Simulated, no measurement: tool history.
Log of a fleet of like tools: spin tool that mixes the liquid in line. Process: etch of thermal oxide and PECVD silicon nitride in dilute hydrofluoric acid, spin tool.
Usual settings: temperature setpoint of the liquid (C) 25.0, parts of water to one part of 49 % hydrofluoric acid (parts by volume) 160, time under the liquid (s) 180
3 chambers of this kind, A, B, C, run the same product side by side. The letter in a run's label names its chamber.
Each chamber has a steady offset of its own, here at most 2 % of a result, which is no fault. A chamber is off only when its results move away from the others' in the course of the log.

| run | hour | temperature setpoint of the liquid (C) | parts of water to one part of 49 % hydrofluoric acid (parts by volume) | time under the liquid (s) | hours since the thermometer was replaced | hours since the hydrofluoric acid flow meter was replaced | read-back film thickness of the thermal oxide reference wafer, read on the same gauge (nm) | read-back film thickness of the PECVD silicon nitride reference wafer, read on the same gauge (nm) | thickness taken off the thermal oxide on a monitor wafer (Å) | thickness taken off the PECVD silicon nitride on a monitor wafer (Å) |
|---|---|---|---|---|---|---|---|---|---|---|
| 1C | 6.4 | 25.0 | 160 | 180 | 612.5 | 1516.1 | 149.98 | 69.985 | 51.808 | 43.535 |
| 2B | 12.1 | 25.0 | 160 | 180 | 346.3 | 54.6 | 150.01 | 69.971 | 52.176 | 44.565 |
| 3A | 16.0 | 25.0 | 160 | 180 | 798.1 | 614.3 | 149.99 | 70.000 | 52.666 | 44.493 |
| 4A | 21.5 | 25.0 | 160 | 180 | 803.6 | 619.8 | 149.98 | 70.053 | 52.655 | 44.664 |
| 5C | 27.1 | 25.0 | 160 | 180 | 633.2 | 1536.8 | 150.00 | 70.037 | 51.325 | 44.032 |
| 6B | 30.0 | 25.0 | 160 | 180 | 364.2 | 72.5 | 150.00 | 69.944 | 51.765 | 44.213 |
| 7A | 36.5 | 25.0 | 160 | 180 | 818.6 | 634.8 | 149.97 | 69.967 | 52.823 | 44.543 |
| 8C | 42.0 | 25.0 | 160 | 180 | 648.1 | 1551.7 | 150.00 | 69.965 | 51.359 | 43.569 |
| 9B | 46.7 | 25.0 | 160 | 180 | 380.9 | 89.2 | 150.00 | 70.003 | 52.406 | 44.385 |
| 10B | 52.8 | 21.5 | 230 | 180 | 387.0 | 95.3 | 149.99 | 70.044 | 29.565 | 24.917 |
| 11A | 56.9 | 21.5 | 230 | 180 | 839.0 | 655.2 | 149.99 | 70.014 | 30.055 | 24.592 |
| 12C | 61.9 | 21.5 | 230 | 180 | 668.0 | 1571.6 | 150.02 | 69.999 | 29.689 | 24.470 |
| 13B | 64.9 | 25.0 | 160 | 180 | 399.1 | 107.4 | 150.00 | 69.992 | 51.422 | 44.488 |
| 14A | 69.9 | 25.0 | 160 | 255 | 852.0 | 668.2 | 149.99 | 69.975 | 74.548 | 63.362 |
| 15C | 73.5 | 25.0 | 160 | 255 | 679.6 | 1583.2 | 150.01 | 70.001 | 74.104 | 61.801 |
| 16A | 78.5 | 25.0 | 160 | 255 | 860.6 | 676.8 | 149.98 | 69.973 | 74.633 | 63.021 |
| 17B | 84.4 | 25.0 | 160 | 180 | 418.6 | 126.9 | 150.00 | 69.975 | 52.406 | 44.278 |
| 18C | 90.9 | 25.0 | 160 | 180 | 697.0 | 1600.6 | 150.00 | 69.984 | 52.325 | 43.813 |
| 19B | 94.6 | 22.0 | 160 | 245 | 428.8 | 137.1 | 149.99 | 69.964 | 63.595 | 50.146 |
| 20C | 99.1 | 22.0 | 160 | 245 | 705.2 | 1608.8 | 149.99 | 69.995 | 62.875 | 49.259 |
| 21A | 102.6 | 22.0 | 160 | 245 | 884.7 | 700.9 | 150.01 | 70.057 | 63.299 | 49.468 |
| 22C | 106.0 | 25.0 | 160 | 180 | 712.1 | 1615.7 | 149.98 | 69.986 | 51.808 | 43.495 |
| 23B | 112.5 | 25.0 | 160 | 180 | 446.7 | 155.0 | 150.01 | 70.012 | 52.610 | 44.734 |
| 24A | 115.4 | 25.0 | 160 | 180 | 897.5 | 713.7 | 150.01 | 70.014 | 52.853 | 44.249 |
| 25B | 119.7 | 25.0 | 160 | 180 | 453.9 | 162.2 | 150.00 | 70.004 | 52.332 | 44.212 |
| 26C | 123.4 | 25.0 | 160 | 180 | 729.5 | 1633.1 | 149.99 | 69.982 | 51.717 | 43.768 |
| 27A | 128.8 | 25.0 | 160 | 180 | 910.9 | 727.1 | 149.99 | 70.032 | 52.154 | 44.498 |
| 28C | 133.2 | 23.5 | 160 | 180 | 739.3 | 1642.9 | 149.99 | 70.039 | 48.880 | 39.385 |
| 29B | 136.3 | 23.5 | 160 | 180 | 470.5 | 178.8 | 150.01 | 70.013 | 49.498 | 40.324 |
| 30A | 141.5 | 23.5 | 160 | 180 | 923.6 | 739.8 | 150.01 | 69.982 | 49.454 | 40.415 |
| 31A | 148.1 | 25.0 | 160 | 180 | 930.2 | 746.4 | 150.01 | 69.923 | 52.662 | 44.524 |

Next, every chamber runs the same settings. What will each give?
| 32A | 152.8 | 25.0 | 160 | 265 |  |  |  |  | ? | ? |
| 32B | 152.8 | 25.0 | 160 | 265 |  |  |  |  | ? | ? |
| 32C | 152.8 | 25.0 | 160 | 265 |  |  |  |  | ? | ? |

| run | thickness taken off the thermal oxide on a monitor wafer (Å) | thickness taken off the PECVD silicon nitride on a monitor wafer (Å) |
|---|---|---|
| 32A | 77.631 | 65.267 |
| 32B | 77.135 | 65.265 |
| 32C | 76.570 | 64.134 |
